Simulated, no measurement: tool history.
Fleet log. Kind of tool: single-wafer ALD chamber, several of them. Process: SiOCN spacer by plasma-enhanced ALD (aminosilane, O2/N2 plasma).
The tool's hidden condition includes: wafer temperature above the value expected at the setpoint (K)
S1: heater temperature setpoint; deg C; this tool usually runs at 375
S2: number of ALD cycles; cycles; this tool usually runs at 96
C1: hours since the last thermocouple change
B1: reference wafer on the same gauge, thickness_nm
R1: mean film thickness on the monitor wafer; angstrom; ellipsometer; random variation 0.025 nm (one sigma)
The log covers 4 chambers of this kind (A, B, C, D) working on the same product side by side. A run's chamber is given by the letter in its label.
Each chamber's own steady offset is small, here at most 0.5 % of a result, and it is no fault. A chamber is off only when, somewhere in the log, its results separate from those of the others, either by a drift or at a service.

run 1C hour=2.4 | S1=375 S2=96 | C1=2099.2 | B1=5.2685 | R1=58.340
run 2B hour=4.8 | S1=375 S2=96 | C1=2038.4 | B1=5.2730 | R1=57.898
run 3A hour=8.8 | S1=375 S2=96 | C1=908.7 | B1=5.2697 | R1=58.090
run 4D hour=12.6 | S1=375 S2=96 | C1=1384.0 | B1=5.2707 | R1=57.557
run 5C hour=15.3 | S1=365 S2=90 | C1=2112.1 | B1=5.2716 | R1=54.648
run 6B hour=18.5 | S1=365 S2=90 | C1=2052.1 | B1=5.2681 | R1=54.613
run 7A hour=23.1 | S1=365 S2=90 | C1=923.0 | B1=5.2677 | R1=54.183
run 8D hour=26.5 | S1=365 S2=90 | C1=1397.9 | B1=5.2737 | R1=54.022
run 9D hour=30.3 | S1=375 S2=77 | C1=1401.7 | B1=5.2756 | R1=46.504
run 10B hour=35.1 | S1=375 S2=77 | C1=2068.7 | B1=5.2744 | R1=46.769
run 11A hour=37.3 | S1=375 S2=77 | C1=937.2 | B1=5.2685 | R1=46.290
run 12C hour=40.5 | S1=375 S2=77 | C1=2137.3 | B1=5.2713 | R1=46.884
run 13A hour=44.5 | S1=375 S2=96 | C1=944.4 | B1=5.2640 | R1=58.033
run 14D hour=47.6 | S1=375 S2=96 | C1=1419.0 | B1=5.2747 | R1=57.575
run 15B hour=50.0 | S1=375 S2=96 | C1=2083.6 | B1=5.2623 | R1=58.055
run 16C hour=53.2 | S1=375 S2=96 | C1=2150.0 | B1=5.2619 | R1=58.561
run 17D hour=56.7 | S1=375 S2=96 | C1=1428.1 | B1=5.2696 | R1=57.315
run 18C hour=59.0 | S1=375 S2=96 | C1=2155.8 | B1=5.2719 | R1=58.331
run 19A hour=62.1 | S1=375 S2=96 | C1=962.0 | B1=5.2752 | R1=58.355
run 20B hour=66.7 | S1=375 S2=96 | C1=2100.3 | B1=5.2634 | R1=58.190
run 21C hour=71.2 | S1=375 S2=96 | C1=2168.0 | B1=5.2731 | R1=57.752
run 22B hour=74.4 | S1=375 S2=96 | C1=2108.0 | B1=5.2629 | R1=57.938
run 23D hour=77.6 | S1=375 S2=96 | C1=1449.0 | B1=5.2686 | R1=57.625
run 24A hour=80.1 | S1=375 S2=96 | C1=980.0 | B1=5.2705 | R1=58.149
run 25B hour=83.3 | S1=375 S2=96 | C1=2116.9 | B1=5.2731 | R1=58.591
run 26D hour=85.8 | S1=375 S2=78 | C1=1457.2 | B1=5.2695 | R1=46.957
run 27A hour=88.2 | S1=375 S2=78 | C1=988.1 | B1=5.2705 | R1=47.194
run 28C hour=93.2 | S1=375 S2=78 | C1=2190.0 | B1=5.2651 | R1=47.425
run 29C hour=97.7 | S1=375 S2=78 | C1=2194.5 | B1=5.2734 | R1=47.183
run 30A hour=101.1 | S1=375 S2=96 | C1=1001.0 | B1=5.2680 | R1=57.896
-- hour=102.2 chamber A: thermocouple changed; heater temperature recalibrated
run 31D hour=104.3 | S1=375 S2=96 | C1=1475.7 | B1=5.2714 | R1=57.445
run 32B hour=108.8 | S1=383 S2=85 | C1=2142.4 | B1=5.2722 | R1=51.469
run 33B hour=112.1 | S1=383 S2=85 | C1=2145.7 | B1=5.2684 | R1=51.685
run 34A hour=116.4 | S1=383 S2=85 | C1=14.3 | B1=5.2717 | R1=51.425
run 35C hour=120.4 | S1=383 S2=85 | C1=2217.2 | B1=5.2633 | R1=51.624
run 36D hour=124.4 | S1=375 S2=96 | C1=1495.8 | B1=5.2764 | R1=57.909
run 37D hour=126.8 | S1=375 S2=96 | C1=1498.2 | B1=5.2734 | R1=57.825
run 38A hour=129.8 | S1=375 S2=96 | C1=27.7 | B1=5.2656 | R1=58.036
run 39B hour=133.6 | S1=375 S2=96 | C1=2167.2 | B1=5.2705 | R1=57.940

Which is it: a chamber that has drifted or been left off by a service, a gauge drift common to all chambers, or only each chamber's usual small offset? If a chamber is off, name it and its likeliest cause.

No chamber stands off beyond its own small offset, and the gauge holds steady.
